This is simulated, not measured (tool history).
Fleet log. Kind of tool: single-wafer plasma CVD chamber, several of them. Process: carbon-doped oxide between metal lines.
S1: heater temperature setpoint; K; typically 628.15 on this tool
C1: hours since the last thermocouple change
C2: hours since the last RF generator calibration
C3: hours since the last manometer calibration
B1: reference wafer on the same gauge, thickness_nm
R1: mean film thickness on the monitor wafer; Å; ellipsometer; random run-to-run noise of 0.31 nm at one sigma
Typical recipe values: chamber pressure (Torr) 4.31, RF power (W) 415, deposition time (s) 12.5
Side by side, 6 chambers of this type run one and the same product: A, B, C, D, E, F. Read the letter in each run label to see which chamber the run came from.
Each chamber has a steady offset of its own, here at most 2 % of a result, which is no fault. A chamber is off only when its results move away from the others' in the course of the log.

Run 1C, hour 7.2: usual settings; C1 134.9; C2 1645.4; C3 659.4; B1 59.333. Result: R1 556.33 Å.
Run 2A, hour 13.6: usual settings; C1 1536.7; C2 15.9; C3 1537.1; B1 59.312. Result: R1 549.36 Å.
Run 3D, hour 26.8: usual settings; C1 562; C2 817.7; C3 2523.2; B1 59.253. Result: R1 553.3 Å.
Run 4E, hour 39.1: usual settings; C1 407.2; C2 841.5; C3 1012.1; B1 59.307. Result: R1 547.88 Å.
Run 5F, hour 47.9: usual settings; C1 1669.6; C2 1335.6; C3 398.3; B1 59.224. Result: R1 558.63 Å.
Run 6B, hour 58.5: usual settings but chamber pressure (Torr) 5.15, RF power (W) 365; C1 344; C2 754.3; C3 907.7; B1 59.326. Result: R1 507.58 Å.
Run 7E, hour 72.4: usual settings but chamber pressure (Torr) 5.15, RF power (W) 365; C1 440.5; C2 874.8; C3 1045.4; B1 59.27. Result: R1 508.46 Å.
Run 8C, hour 84.4: usual settings but chamber pressure (Torr) 5.15, RF power (W) 365; C1 212.1; C2 1722.6; C3 736.6; B1 59.268. Result: R1 513.98 Å.
Run 9F, hour 94.2: usual settings but chamber pressure (Torr) 5.15, RF power (W) 365; C1 1715.9; C2 1381.9; C3 444.6; B1 59.221. Result: R1 516.25 Å.
Run 10A, hour 107.7: usual settings but chamber pressure (Torr) 5.15, RF power (W) 365; C1 1630.8; C2 110; C3 1631.2; B1 59.263. Result: R1 514.2 Å.
Run 11D, hour 114.4: usual settings but chamber pressure (Torr) 5.15, RF power (W) 365; C1 649.6; C2 905.3; C3 2610.8; B1 59.321. Result: R1 514.17 Å.
Run 12B, hour 122.3: usual settings; C1 407.8; C2 818.1; C3 971.5; B1 59.319. Result: R1 546.32 Å.
Run 13F, hour 133: usual settings; C1 1754.7; C2 1420.7; C3 483.4; B1 59.309. Result: R1 549.36 Å.
Run 14B, hour 142.1: usual settings; C1 427.6; C2 837.9; C3 991.3; B1 59.274. Result: R1 539.57 Å.
Run 15C, hour 148.6: usual settings; C1 276.3; C2 1786.8; C3 800.8; B1 59.313. Result: R1 556.6 Å.
Run 16E, hour 160.5: usual settings but RF power (W) 380, deposition time (s) 14.5; C1 528.6; C2 962.9; C3 1133.5; B1 59.296. Result: R1 596.27 Å.
Run 17D, hour 171.1: usual settings but RF power (W) 380, deposition time (s) 14.5; C1 706.3; C2 962; C3 2667.5; B1 59.344. Result: R1 599.83 Å.
At hour 178.6: chamber F: RF generator calibrated.
Run 18A, hour 183.4: usual settings but RF power (W) 380, deposition time (s) 14.5; C1 1706.5; C2 185.7; C3 1706.9; B1 59.279. Result: R1 595.9 Å.
Run 19A, hour 197.1: usual settings but RF power (W) 380, deposition time (s) 14.5; C1 1720.2; C2 199.4; C3 1720.6; B1 59.309. Result: R1 597.76 Å.
Run 20D, hour 204.9: usual settings but RF power (W) 380, deposition time (s) 14.5; C1 740.1; C2 995.8; C3 2701.3; B1 59.32. Result: R1 592.14 Å.
Run 21E, hour 217.4: usual settings but RF power (W) 380, deposition time (s) 14.5; C1 585.5; C2 1019.8; C3 1190.4; B1 59.317. Result: R1 587.8 Å.
Run 22B, hour 225: usual settings; C1 510.5; C2 920.8; C3 1074.2; B1 59.302. Result: R1 547.33 Å.
Run 23F, hour 233.5: usual settings; C1 1855.2; C2 55; C3 583.9; B1 59.266. Result: R1 561.81 Å.
At hour 241.3: chamber D: capacitance manometer re-zeroed and calibrated.
Run 24C, hour 243.1: usual settings; C1 370.8; C2 1881.3; C3 895.3; B1 59.301. Result: R1 555.43 Å.
Run 25C, hour 256.8: usual settings; C1 384.5; C2 1895; C3 909; B1 59.296. Result: R1 561.13 Å.
Run 26F, hour 264.3: usual settings; C1 1886; C2 85.8; C3 614.7; B1 59.328. Result: R1 560.17 Å.
Run 27B, hour 271.5: usual settings; C1 557; C2 967.3; C3 1120.7; B1 59.416. Result: R1 542.08 Å.
Run 28A, hour 283.2: usual settings but S1 615.15 K; C1 1806.3; C2 285.5; C3 1806.7; B1 59.179. Result: R1 568.72 Å.
At hour 284.5: chamber D: RF generator calibrated.
Run 29D, hour 290: usual settings but S1 615.15 K; C1 825.2; C2 5.5; C3 48.8; B1 59.333. Result: R1 575.72 Å.
Run 30E, hour 297.6: usual settings but S1 615.15 K; C1 665.7; C2 1100; C3 1270.6; B1 59.247. Result: R1 568.62 Å.
Run 31D, hour 305.1: usual settings but S1 615.15 K; C1 840.3; C2 20.6; C3 63.9; B1 59.352. Result: R1 573.85 Å.
At hour 306.7: chamber A: thermocouple changed; heater temperature recalibrated.
Run 32E, hour 315.5: usual settings but S1 615.15 K; C1 683.6; C2 1117.9; C3 1288.5; B1 59.319. Result: R1 571.56 Å.
Run 33C, hour 321.8: usual settings but S1 615.15 K; C1 449.5; C2 1960; C3 974; B1 59.38. Result: R1 571.58 Å.
Run 34A, hour 331.3: usual settings; C1 24.6; C2 333.6; C3 1854.8; B1 59.238. Result: R1 546.36 Å.
Run 35B, hour 338.8: usual settings; C1 624.3; C2 1034.6; C3 1188; B1 59.267. Result: R1 550.29 Å.
Run 36F, hour 345.3: usual settings; C1 1967; C2 166.8; C3 695.7; B1 59.326. Result: R1 563.01 Å.
Run 37B, hour 352.9: usual settings; C1 638.4; C2 1048.7; C3 1202.1; B1 59.213. Result: R1 547.31 Å.
Run 38E, hour 362.4: usual settings; C1 730.5; C2 1164.8; C3 1335.4; B1 59.314. Result: R1 549.16 Å.
Run 39C, hour 374.4: usual settings; C1 502.1; C2 2012.6; C3 1026.6; B1 59.344. Result: R1 559.59 Å.
Run 40F, hour 383.6: usual settings; C1 2005.3; C2 205.1; C3 734; B1 59.37. Result: R1 559.86 Å.
Run 41A, hour 393.4: usual settings; C1 86.7; C2 395.7; C3 1916.9; B1 59.266. Result: R1 548.76 Å.
Run 42D, hour 400.3: usual settings; C1 935.5; C2 115.8; C3 159.1; B1 59.373. Result: R1 548.4 Å.
Run 43F, hour 410.8: usual settings; C1 2032.5; C2 232.3; C3 761.2; B1 59.304. Result: R1 553.89 Å.

Each of the 6 chambers runs these same settings next. Fill in every chamber's results:
Run 44A, hour 421: usual settings but deposition time (s) 13.7. Result: R1 ?.
Run 44B, hour 421: usual settings but deposition time (s) 13.7. Result: R1 ?.
Run 44C, hour 421: usual settings but deposition time (s) 13.7. Result: R1 ?.
Run 44D, hour 421: usual settings but deposition time (s) 13.7. Result: R1 ?.
Run 44E, hour 421: usual settings but deposition time (s) 13.7. Result: R1 ?.
Run 44F, hour 421: usual settings but deposition time (s) 13.7. Result: R1 ?.

run      R1
44A   601.8
44B  598.48
44C  608.29
44D  604.32
44E  593.85
44F  612.76
